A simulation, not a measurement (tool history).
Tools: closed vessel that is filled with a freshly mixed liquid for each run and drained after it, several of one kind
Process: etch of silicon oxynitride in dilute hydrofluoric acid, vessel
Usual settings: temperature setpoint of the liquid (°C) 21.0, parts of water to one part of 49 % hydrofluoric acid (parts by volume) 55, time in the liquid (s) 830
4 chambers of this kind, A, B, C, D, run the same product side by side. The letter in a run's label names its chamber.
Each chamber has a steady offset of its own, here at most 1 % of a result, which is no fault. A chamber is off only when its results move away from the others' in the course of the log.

run,hour,temperature setpoint of the liquid (°C),parts of water to one part of 49 % hydrofluoric acid (parts by volume),time in the liquid (s),"read-back film thickness of the silicon oxynitride reference wafer, read on the same gauge (nm)",thickness taken off the silicon oxynitride on a monitor wafer (angstrom)
1B,10.0,21.0,55,830,69.992,583.89
2A,15.2,21.0,55,830,69.996,593.90
3C,20.5,21.0,55,830,69.997,585.81
4D,25.0,21.0,55,830,70.006,580.90
5A,29.8,19.5,55,830,69.996,533.17
# hour 30.2: chamber A: thermometer replaced
6D,35.3,19.5,55,830,69.999,536.69
7B,45.5,19.5,55,830,70.021,537.57
8C,53.6,19.5,55,830,70.011,539.41
9B,60.7,21.0,55,830,70.005,588.87
10A,68.9,21.0,55,830,69.994,576.92
11D,75.8,21.0,55,830,70.009,574.61
12C,81.5,21.0,55,830,70.010,566.75
13A,86.2,21.0,55,830,69.988,582.41
14B,91.4,21.0,55,830,70.019,584.01
15C,98.9,21.0,55,830,70.014,564.59
16D,107.0,21.0,55,830,70.004,587.21
17D,113.4,21.0,55,830,69.992,585.36
18C,123.0,23.5,30,830,70.000,1204.00
19A,132.9,23.5,30,830,70.009,1256.10
20B,143.1,23.5,30,830,69.991,1228.20
21A,151.4,23.5,30,830,70.013,1247.70
22C,158.5,21.0,55,830,69.985,568.40
23D,164.0,21.0,55,830,70.008,577.84
24B,169.2,21.0,45,530,69.978,456.36
25C,175.6,21.0,45,530,69.996,436.35

All 4 chambers run these settings next. Forecast each chamber's results:
26A,183.1,21.0,55,830,,?
26B,183.1,21.0,55,830,,?
26C,183.1,21.0,55,830,,?
26D,183.1,21.0,55,830,,?

run,thickness taken off the silicon oxynitride on a monitor wafer (angstrom)
26A,586.32
26B,579.55
26C,553.27
26D,578.94
